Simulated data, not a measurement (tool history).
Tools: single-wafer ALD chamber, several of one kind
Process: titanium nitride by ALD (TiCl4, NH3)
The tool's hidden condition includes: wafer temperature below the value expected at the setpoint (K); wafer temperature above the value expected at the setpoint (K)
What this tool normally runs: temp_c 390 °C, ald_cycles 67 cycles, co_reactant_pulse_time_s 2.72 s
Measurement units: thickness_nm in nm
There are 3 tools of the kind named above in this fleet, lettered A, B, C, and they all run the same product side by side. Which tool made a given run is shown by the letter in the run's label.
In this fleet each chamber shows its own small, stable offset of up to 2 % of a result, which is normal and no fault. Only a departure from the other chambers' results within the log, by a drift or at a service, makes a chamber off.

run	hour	temp_c	ald_cycles	co_reactant_pulse_time_s	hours since the last thermocouple change	read-back reference wafer on the same gauge, thickness_nm	thickness_nm
1B	8	390	67	2.72	700.4	1.7599	1.458
2C	13.5	390	67	2.72	845	1.7586	1.4862
3A	18.8	390	67	2.72	595.6	1.7591	1.4768
4A	26.3	390	67	2.72	603.1	1.7587	1.4768
5C	33.2	390	67	2.72	864.7	1.758	1.4874
6B	37.9	390	67	2.72	730.3	1.7589	1.4588
7B	42.5	390	67	2.72	734.9	1.7577	1.4568
8A	47.3	390	67	2.72	624.1	1.758	1.4772
9C	54.5	390	59	2.72	886	1.7572	1.309
10B	58.5	390	59	2.72	750.9	1.7575	1.2842
11C	66.5	390	59	2.72	898	1.7563	1.3051
12A	71	380	67	1.86	647.8	1.7566	1.4349
13B	79.1	380	67	1.86	771.5	1.7557	1.422
14A	85.4	380	67	1.86	662.2	1.7559	1.4327
15C	93.1	390	67	2.38	924.6	1.7552	1.4731
16A	100.2	390	67	2.38	677	1.754	1.4639
17C	106.7	390	67	2.38	938.2	1.7547	1.4752
18B	113.8	390	67	2.72	806.2	1.7544	1.4577
19B	120.4	390	67	2.72	812.8	1.7534	1.4552
20C	128	390	67	2.72	959.5	1.7532	1.4801
21A	132.3	390	67	2.72	709.1	1.7529	1.4697
22C	137.2	390	67	2.72	968.7	1.752	1.4792
23A	141.9	390	67	2.72	718.7	1.7526	1.4713
24B	146.7	390	67	2.72	839.1	1.7518	1.4535
25A	151.2	390	67	2.72	728	1.7516	1.4726
26C	155.3	390	67	2.72	986.8	1.7518	1.4773
27B	159	390	57	1.87	851.4	1.7514	1.2168
28A	164.7	390	57	1.87	741.5	1.752	1.2273
29C	171.6	390	57	1.87	1003.1	1.7503	1.2408
30B	177.7	390	67	2.72	870.1	1.7514	1.4525
31B	186	390	67	2.72	878.4	1.7503	1.4538
32C	193.4	390	67	2.72	1024.9	1.7493	1.4829
33A	200.3	390	67	2.72	777.1	1.7492	1.4689
34B	206.9	390	67	2.72	899.3	1.7492	1.4493

Read the log: is a single chamber off, either drifting away or since a service, is the gauge that measures every chamber drifting, or is nothing wrong beyond small per-chamber offsets? Name any odd chamber and what most likely caused it.

The shared gauge is drifting. All chambers look as if they move in step, but none is off.
Cause: gauge reads low (%) = 0.642.
